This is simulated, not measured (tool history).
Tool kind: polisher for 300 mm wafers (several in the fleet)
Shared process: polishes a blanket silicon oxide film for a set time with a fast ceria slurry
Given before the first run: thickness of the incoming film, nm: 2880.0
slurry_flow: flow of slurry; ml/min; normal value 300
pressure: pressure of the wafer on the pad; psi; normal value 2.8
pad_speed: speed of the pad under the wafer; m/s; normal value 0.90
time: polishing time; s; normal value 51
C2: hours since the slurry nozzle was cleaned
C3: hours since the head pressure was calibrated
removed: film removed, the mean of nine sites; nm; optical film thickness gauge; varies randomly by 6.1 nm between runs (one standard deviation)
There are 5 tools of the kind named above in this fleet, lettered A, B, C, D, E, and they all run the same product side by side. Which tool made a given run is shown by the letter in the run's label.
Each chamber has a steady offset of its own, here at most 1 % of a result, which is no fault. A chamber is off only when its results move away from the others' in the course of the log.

{"run": "1C", "hour": 8.4, "slurry_flow": 300, "pressure": 2.8, "pad_speed": 0.9, "time": 51, "wafers polished on this pad": 871, "C2": 607.6, "C3": 324.6, "removed": 701.01}
{"hour": 14.2, "done": "chamber D: worn pad replaced by a new one"}
{"run": "2E", "hour": 14.8, "slurry_flow": 300, "pressure": 2.8, "pad_speed": 0.9, "time": 51, "wafers polished on this pad": 345, "C2": 147.0, "C3": 30.4, "removed": 694.14}
{"run": "3A", "hour": 21.3, "slurry_flow": 300, "pressure": 2.8, "pad_speed": 0.9, "time": 51, "wafers polished on this pad": 787, "C2": 125.9, "C3": 173.7, "removed": 685.0}
{"hour": 22.2, "done": "chamber C: worn pad replaced by a new one"}
{"run": "4D", "hour": 28.3, "slurry_flow": 300, "pressure": 2.8, "pad_speed": 0.9, "time": 51, "wafers polished on this pad": 186, "C2": 214.9, "C3": 1270.1, "removed": 698.45}
{"hour": 29.2, "done": "chamber A: worn pad replaced by a new one"}
{"run": "5B", "hour": 37.7, "slurry_flow": 300, "pressure": 2.8, "pad_speed": 0.9, "time": 51, "wafers polished on this pad": 1167, "C2": 300.4, "C3": 102.7, "removed": 689.94}
{"run": "6C", "hour": 44.7, "slurry_flow": 300, "pressure": 2.8, "pad_speed": 0.9, "time": 51, "wafers polished on this pad": 296, "C2": 643.9, "C3": 360.9, "removed": 702.84}
{"hour": 46.1, "done": "chamber B: worn pad replaced by a new one"}
{"hour": 49.4, "done": "chamber E: worn pad replaced by a new one"}
{"run": "7D", "hour": 54.9, "slurry_flow": 300, "pressure": 2.8, "pad_speed": 0.9, "time": 51, "wafers polished on this pad": 536, "C2": 241.5, "C3": 1296.7, "removed": 695.56}
{"run": "8B", "hour": 61.4, "slurry_flow": 300, "pressure": 2.8, "pad_speed": 0.9, "time": 51, "wafers polished on this pad": 202, "C2": 324.1, "C3": 126.4, "removed": 705.4}
{"run": "9A", "hour": 68.5, "slurry_flow": 300, "pressure": 2.8, "pad_speed": 0.9, "time": 51, "wafers polished on this pad": 517, "C2": 173.1, "C3": 220.9, "removed": 690.28}
{"run": "10E", "hour": 75.9, "slurry_flow": 300, "pressure": 2.8, "pad_speed": 0.9, "time": 51, "wafers polished on this pad": 349, "C2": 208.1, "C3": 91.5, "removed": 683.0}
{"hour": 77.0, "done": "chamber D: worn pad replaced by a new one"}
{"hour": 77.4, "done": "chamber E: slurry nozzle cleaned"}
{"run": "11D", "hour": 83.7, "slurry_flow": 300, "pressure": 2.8, "pad_speed": 0.9, "time": 51, "wafers polished on this pad": 88, "C2": 270.3, "C3": 1325.5, "removed": 696.94}
{"run": "12B", "hour": 93.9, "slurry_flow": 300, "pressure": 3.7, "pad_speed": 0.78, "time": 51, "wafers polished on this pad": 629, "C2": 356.6, "C3": 158.9, "removed": 805.02}
{"hour": 95.9, "done": "chamber A: worn pad replaced by a new one"}
{"hour": 97.9, "done": "chamber D: head pressure recalibrated"}
{"hour": 101.4, "done": "chamber E: worn pad replaced by a new one"}
{"run": "13C", "hour": 105.8, "slurry_flow": 300, "pressure": 3.7, "pad_speed": 0.78, "time": 51, "wafers polished on this pad": 1100, "C2": 705.0, "C3": 422.0, "removed": 781.67}
{"run": "14A", "hour": 115.0, "slurry_flow": 300, "pressure": 3.7, "pad_speed": 0.78, "time": 51, "wafers polished on this pad": 251, "C2": 219.6, "C3": 267.4, "removed": 796.37}
{"hour": 117.8, "done": "chamber C: worn pad replaced by a new one"}
{"hour": 118.0, "done": "chamber D: slurry nozzle cleaned"}
{"run": "15E", "hour": 125.3, "slurry_flow": 300, "pressure": 3.7, "pad_speed": 0.78, "time": 51, "wafers polished on this pad": 315, "C2": 47.9, "C3": 140.9, "removed": 799.06}
{"run": "16B", "hour": 131.0, "slurry_flow": 300, "pressure": 3.7, "pad_speed": 0.78, "time": 51, "wafers polished on this pad": 1117, "C2": 393.7, "C3": 196.0, "removed": 806.45}
{"run": "17E", "hour": 141.1, "slurry_flow": 300, "pressure": 2.8, "pad_speed": 0.9, "time": 51, "wafers polished on this pad": 523, "C2": 63.7, "C3": 156.7, "removed": 694.48}
{"hour": 146.1, "done": "chamber D: worn pad replaced by a new one"}
{"hour": 147.9, "done": "chamber A: head pressure recalibrated"}
{"hour": 149.8, "done": "chamber B: slurry nozzle cleaned"}
{"hour": 150.3, "done": "chamber B: worn pad replaced by a new one"}
{"run": "18C", "hour": 150.8, "slurry_flow": 300, "pressure": 2.8, "pad_speed": 0.9, "time": 51, "wafers polished on this pad": 435, "C2": 750.0, "C3": 467.0, "removed": 689.43}
{"run": "19A", "hour": 161.6, "slurry_flow": 300, "pressure": 2.8, "pad_speed": 0.9, "time": 51, "wafers polished on this pad": 864, "C2": 266.2, "C3": 13.8, "removed": 759.77}
{"hour": 162.8, "done": "chamber A: worn pad replaced by a new one"}
{"hour": 168.0, "done": "chamber E: worn pad replaced by a new one"}
{"run": "20D", "hour": 172.3, "slurry_flow": 300, "pressure": 2.8, "pad_speed": 0.9, "time": 51, "wafers polished on this pad": 345, "C2": 54.3, "C3": 74.5, "removed": 696.61}
{"hour": 175.9, "done": "chamber C: slurry nozzle cleaned"}
{"run": "21A", "hour": 182.4, "slurry_flow": 300, "pressure": 2.8, "pad_speed": 0.9, "time": 51, "wafers polished on this pad": 257, "C2": 287.0, "C3": 34.6, "removed": 766.99}
{"hour": 187.3, "done": "chamber A: slurry nozzle cleaned"}
{"run": "22E", "hour": 191.6, "slurry_flow": 300, "pressure": 2.8, "pad_speed": 0.9, "time": 51, "wafers polished on this pad": 310, "C2": 114.2, "C3": 207.2, "removed": 700.13}
{"hour": 193.1, "done": "chamber C: worn pad replaced by a new one"}
{"run": "23D", "hour": 199.1, "slurry_flow": 300, "pressure": 2.8, "pad_speed": 0.9, "time": 51, "wafers polished on this pad": 698, "C2": 81.1, "C3": 101.3, "removed": 705.97}
{"run": "24C", "hour": 206.1, "slurry_flow": 300, "pressure": 2.8, "pad_speed": 0.9, "time": 51, "wafers polished on this pad": 171, "C2": 30.2, "C3": 522.3, "removed": 705.65}
{"hour": 213.7, "done": "chamber D: worn pad replaced by a new one"}
{"run": "25B", "hour": 215.7, "slurry_flow": 300, "pressure": 3.7, "pad_speed": 0.9, "time": 51, "wafers polished on this pad": 861, "C2": 66.0, "C3": 280.7, "removed": 936.25}
{"run": "26D", "hour": 222.4, "slurry_flow": 300, "pressure": 3.7, "pad_speed": 0.9, "time": 51, "wafers polished on this pad": 115, "C2": 104.4, "C3": 124.6, "removed": 916.71}
{"hour": 223.3, "done": "chamber A: worn pad replaced by a new one"}
{"hour": 224.2, "done": "chamber E: worn pad replaced by a new one"}
{"run": "27C", "hour": 232.1, "slurry_flow": 300, "pressure": 3.7, "pad_speed": 0.9, "time": 51, "wafers polished on this pad": 513, "C2": 56.2, "C3": 548.3, "removed": 910.83}
{"run": "28A", "hour": 240.4, "slurry_flow": 300, "pressure": 3.7, "pad_speed": 0.9, "time": 51, "wafers polished on this pad": 225, "C2": 53.2, "C3": 92.6, "removed": 1021.2}
{"hour": 245.8, "done": "chamber B: worn pad replaced by a new one"}
{"run": "29E", "hour": 245.8, "slurry_flow": 300, "pressure": 3.7, "pad_speed": 0.9, "time": 51, "wafers polished on this pad": 285, "C2": 168.4, "C3": 261.4, "removed": 907.72}
{"run": "30B", "hour": 252.7, "slurry_flow": 300, "pressure": 2.8, "pad_speed": 0.9, "time": 51, "wafers polished on this pad": 91, "C2": 103.0, "C3": 317.7, "removed": 691.68}
{"run": "31A", "hour": 259.7, "slurry_flow": 300, "pressure": 2.8, "pad_speed": 0.9, "time": 51, "wafers polished on this pad": 479, "C2": 72.5, "C3": 111.9, "removed": 761.42}
{"run": "32E", "hour": 265.3, "slurry_flow": 300, "pressure": 2.8, "pad_speed": 0.9, "time": 51, "wafers polished on this pad": 541, "C2": 187.9, "C3": 280.9, "removed": 690.21}
{"hour": 275.0, "done": "chamber C: worn pad replaced by a new one"}
{"run": "33D", "hour": 275.2, "slurry_flow": 300, "pressure": 2.8, "pad_speed": 0.9, "time": 51, "wafers polished on this pad": 809, "C2": 157.2, "C3": 177.4, "removed": 695.0}
{"hour": 277.9, "done": "chamber E: worn pad replaced by a new one"}
{"run": "34B", "hour": 281.2, "slurry_flow": 300, "pressure": 2.8, "pad_speed": 0.9, "time": 51, "wafers polished on this pad": 466, "C2": 131.5, "C3": 346.2, "removed": 693.37}
{"hour": 281.3, "done": "chamber C: head pressure recalibrated"}
{"hour": 283.8, "done": "chamber A: worn pad replaced by a new one"}
{"hour": 285.6, "done": "chamber E: head pressure recalibrated"}
{"run": "35C", "hour": 292.1, "slurry_flow": 300, "pressure": 2.8, "pad_speed": 0.9, "time": 51, "wafers polished on this pad": 225, "C2": 116.2, "C3": 10.8, "removed": 689.46}
{"run": "36E", "hour": 297.3, "slurry_flow": 300, "pressure": 2.8, "pad_speed": 0.9, "time": 51, "wafers polished on this pad": 256, "C2": 219.9, "C3": 11.7, "removed": 697.69}
{"run": "37A", "hour": 303.8, "slurry_flow": 300, "pressure": 2.8, "pad_speed": 0.9, "time": 51, "wafers polished on this pad": 263, "C2": 116.6, "C3": 156.0, "removed": 761.65}

Has any chamber moved away from the others, gradually or after a service, or does the common gauge drift, or do the chambers differ only by their own small steady offsets? State the chamber and the most likely cause if one applies.

A service on chamber A put it out of line with the rest.
Likeliest cause: head's pressure above its setpoint, % = 10.

Chamber A could run next with any of the 4 candidate recipes listed below; each alters the usual settings, and their results appear as question marks. Which one brings its results back in line with what the other chambers deliver on the usual settings?
Counts as in line when no further than this from what the other chambers average on the usual settings: removed 21.00 nm
{"run": "38A-1", "hour": 312.3, "slurry_flow": 300, "pressure": 2.7, "pad_speed": 0.9, "time": 51, "removed": "?"}
{"run": "38A-2", "hour": 312.3, "slurry_flow": 300, "pressure": 2.7, "pad_speed": 0.88, "time": 49, "removed": "?"}
{"run": "38A-3", "hour": 312.3, "slurry_flow": 300, "pressure": 2.9, "pad_speed": 0.92, "time": 53, "removed": "?"}
{"run": "38A-4", "hour": 312.3, "slurry_flow": 300, "pressure": 2.8, "pad_speed": 0.92, "time": 52, "removed": "?"}

Other chambers, usual settings, mean: removed 697.03 nm
run=38A-1 removed=734.76
run=38A-2 removed=690.43
run=38A-3 removed=837.57
run=38A-4 removed=793.70
38A-2 puts the chamber back in line with the other chambers.

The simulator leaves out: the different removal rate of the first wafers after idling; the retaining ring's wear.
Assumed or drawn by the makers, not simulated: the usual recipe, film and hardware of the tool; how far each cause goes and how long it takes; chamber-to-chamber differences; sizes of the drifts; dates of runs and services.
